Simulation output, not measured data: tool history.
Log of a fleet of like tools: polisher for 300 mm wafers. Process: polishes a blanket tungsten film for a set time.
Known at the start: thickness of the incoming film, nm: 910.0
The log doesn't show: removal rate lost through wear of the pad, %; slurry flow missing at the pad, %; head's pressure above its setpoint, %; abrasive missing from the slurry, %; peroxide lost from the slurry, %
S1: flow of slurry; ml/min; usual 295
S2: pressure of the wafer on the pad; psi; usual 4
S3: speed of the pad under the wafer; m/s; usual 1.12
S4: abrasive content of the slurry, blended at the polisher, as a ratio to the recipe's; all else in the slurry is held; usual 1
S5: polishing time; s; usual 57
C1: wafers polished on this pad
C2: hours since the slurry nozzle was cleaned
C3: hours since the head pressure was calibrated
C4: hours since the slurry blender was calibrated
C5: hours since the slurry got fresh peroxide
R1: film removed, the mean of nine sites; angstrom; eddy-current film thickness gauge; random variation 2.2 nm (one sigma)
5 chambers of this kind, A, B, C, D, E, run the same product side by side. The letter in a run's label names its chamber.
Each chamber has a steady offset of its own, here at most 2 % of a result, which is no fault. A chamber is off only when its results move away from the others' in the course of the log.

| run | hour | S1 | S2 | S3 | S4 | S5 | C1 | C2 | C3 | C4 | C5 | R1 |
|---|---|---|---|---|---|---|---|---|---|---|---|---|
| 1A | 8.5 | 295 | 4 | 1.12 | 1 | 57 | 737 | 796.4 | 343.2 | 207.3 | 134.5 | 2658 |
| 2C | 14.6 | 295 | 4 | 1.12 | 1 | 57 | 668 | 81.5 | 241.1 | 21.6 | 14.7 | 2627.1 |
| 3E | 19.6 | 295 | 4 | 1.12 | 1 | 57 | 643 | 784.5 | 469.6 | 122.2 | 80.8 | 2618.9 |
|  | 24.3 | chamber A: slurry tank refilled with fresh slurry and peroxide |
| 4D | 27.1 | 295 | 4 | 1.12 | 1 | 57 | 1118 | 205.6 | 34.6 | 67 | 36.7 | 2580.9 |
| 5B | 31.6 | 295 | 4 | 1.12 | 1 | 57 | 718 | 141 | 597.5 | 217.3 | 47.1 | 2630.6 |
| 6E | 37.4 | 295 | 4 | 1.12 | 1 | 57 | 769 | 802.3 | 487.4 | 140 | 98.6 | 2618 |
|  | 40.3 | chamber C: worn pad replaced by a new one |
|  | 42.1 | chamber A: worn pad replaced by a new one |
|  | 44.5 | chamber E: worn pad replaced by a new one |
| 7B | 46 | 295 | 4 | 1.12 | 1 | 57 | 820 | 155.4 | 611.9 | 231.7 | 61.5 | 2600.6 |
|  | 48.4 | chamber E: slurry tank refilled with fresh slurry and peroxide |
|  | 49 | chamber A: slurry nozzle cleaned |
|  | 50.9 | chamber D: worn pad replaced by a new one |
| 8A | 51.2 | 295 | 4 | 1.12 | 1.2 | 57 | 64 | 2.2 | 385.9 | 250 | 26.9 | 2759.5 |
| 9D | 58.2 | 295 | 4 | 1.12 | 1.2 | 57 | 52 | 236.7 | 65.7 | 98.1 | 67.8 | 2715.9 |
| 10C | 65.1 | 295 | 4 | 1.12 | 1.2 | 57 | 176 | 132 | 291.6 | 72.1 | 65.2 | 2756.2 |
| 11D | 71.9 | 295 | 4 | 1.12 | 1.2 | 57 | 149 | 250.4 | 79.4 | 111.8 | 81.5 | 2711.8 |
| 12A | 78.4 | 295 | 4 | 1.12 | 1.2 | 57 | 257 | 29.4 | 413.1 | 277.2 | 54.1 | 2786.3 |
| 13C | 83.1 | 295 | 4 | 1.12 | 1 | 57 | 304 | 150 | 309.6 | 90.1 | 83.2 | 2630.2 |
|  | 86.1 | chamber B: worn pad replaced by a new one |
| 14E | 88.6 | 295 | 4 | 1.12 | 1 | 57 | 313 | 853.5 | 538.6 | 191.2 | 40.3 | 2669.7 |
| 15B | 96.5 | 295 | 4 | 1.12 | 1 | 57 | 74 | 205.9 | 662.4 | 282.2 | 112 | 2601.5 |
| 16B | 103.1 | 295 | 4 | 1.12 | 1 | 57 | 121 | 212.5 | 669 | 288.8 | 118.6 | 2632.1 |
|  | 103.3 | chamber C: slurry tank refilled with fresh slurry and peroxide |
|  | 105.7 | chamber B: slurry nozzle cleaned |
|  | 106.1 | chamber E: slurry nozzle cleaned |
| 17C | 110.6 | 295 | 4 | 1.12 | 1 | 57 | 499 | 177.5 | 337.1 | 117.6 | 7.3 | 2653.5 |
| 18A | 116.8 | 295 | 4 | 1.12 | 1 | 57 | 530 | 67.8 | 451.5 | 315.6 | 92.5 | 2695.9 |
| 19D | 123.5 | 295 | 4 | 1.12 | 1 | 57 | 516 | 302 | 131 | 163.4 | 133.1 | 2598.6 |
| 20E | 130.1 | 295 | 2.9 | 1.12 | 1 | 57 | 608 | 24.1 | 580.1 | 232.7 | 81.8 | 1925.4 |
| 21C | 139.3 | 295 | 2.9 | 1.12 | 1 | 57 | 703 | 206.2 | 365.8 | 146.3 | 36 | 1930.7 |
| 22A | 146.2 | 295 | 2.9 | 1.12 | 1 | 57 | 739 | 97.2 | 480.9 | 345 | 121.9 | 1901.5 |
|  | 151.9 | chamber B: slurry tank refilled with fresh slurry and peroxide |
| 23E | 154 | 295 | 2.9 | 1.12 | 1 | 57 | 778 | 48 | 604 | 256.6 | 105.7 | 1938.1 |
|  | 158.4 | chamber C: worn pad replaced by a new one |
| 24D | 162.6 | 295 | 2.9 | 1.12 | 1 | 57 | 794 | 341.1 | 170.1 | 202.5 | 172.2 | 1890.6 |
|  | 166.2 | chamber A: slurry blender recalibrated |
|  | 170.1 | chamber B: head pressure recalibrated |
| 25B | 172.2 | 295 | 4 | 1.12 | 1.3 | 57 | 611 | 66.6 | 2.1 | 357.9 | 20.4 | 2765.8 |
|  | 175.2 | chamber A: worn pad replaced by a new one |
|  | 176.1 | chamber E: worn pad replaced by a new one |
| 26B | 177.2 | 295 | 4 | 1.12 | 1.3 | 57 | 647 | 71.6 | 7.1 | 362.9 | 25.4 | 2758.2 |
|  | 178 | chamber A: slurry tank refilled with fresh slurry and peroxide |
| 27C | 182.1 | 295 | 4 | 1.12 | 1.3 | 57 | 169 | 249 | 408.6 | 189.1 | 78.8 | 2784 |
|  | 182.2 | chamber E: slurry tank refilled with fresh slurry and peroxide |
|  | 186.9 | chamber D: slurry tank refilled with fresh slurry and peroxide |
| 28A | 186.9 | 295 | 4 | 1.12 | 1.3 | 57 | 83 | 137.9 | 521.6 | 20.7 | 9 | 2839.1 |
| 29E | 191.6 | 295 | 4 | 1.12 | 1.3 | 57 | 110 | 85.6 | 641.6 | 294.2 | 9.4 | 2811.3 |
| 30D | 201.1 | 295 | 4 | 1.12 | 1 | 57 | 1067 | 379.6 | 208.6 | 241 | 14.3 | 2590.3 |
| 31D | 208.8 | 295 | 2.9 | 1.12 | 0.8 | 57 | 1122 | 387.3 | 216.3 | 248.7 | 22 | 1784.7 |
|  | 209 | chamber C: slurry tank refilled with fresh slurry and peroxide |
| 32B | 213.2 | 295 | 2.9 | 1.12 | 0.8 | 57 | 903 | 107.6 | 43.1 | 398.9 | 61.4 | 1792.8 |
| 33E | 219 | 295 | 2.9 | 1.12 | 0.8 | 57 | 305 | 113 | 669 | 321.6 | 36.8 | 1834.8 |
| 34C | 224.8 | 295 | 2.9 | 1.12 | 0.8 | 57 | 472 | 291.7 | 451.3 | 231.8 | 15.9 | 1847.4 |
| 35A | 233.7 | 295 | 2.9 | 1.12 | 0.8 | 57 | 415 | 184.7 | 568.4 | 67.5 | 55.8 | 1860.1 |
| 36C | 239.7 | 295 | 4 | 1.12 | 1 | 57 | 578 | 306.6 | 466.2 | 246.7 | 30.8 | 2592.9 |

What goes on in this fleet: one chamber off, a drifting gauge, or nothing beyond the chambers' own small offsets? Name the chamber and the cause, if any.

No chamber stands off beyond its own small offset, and the gauge holds steady.

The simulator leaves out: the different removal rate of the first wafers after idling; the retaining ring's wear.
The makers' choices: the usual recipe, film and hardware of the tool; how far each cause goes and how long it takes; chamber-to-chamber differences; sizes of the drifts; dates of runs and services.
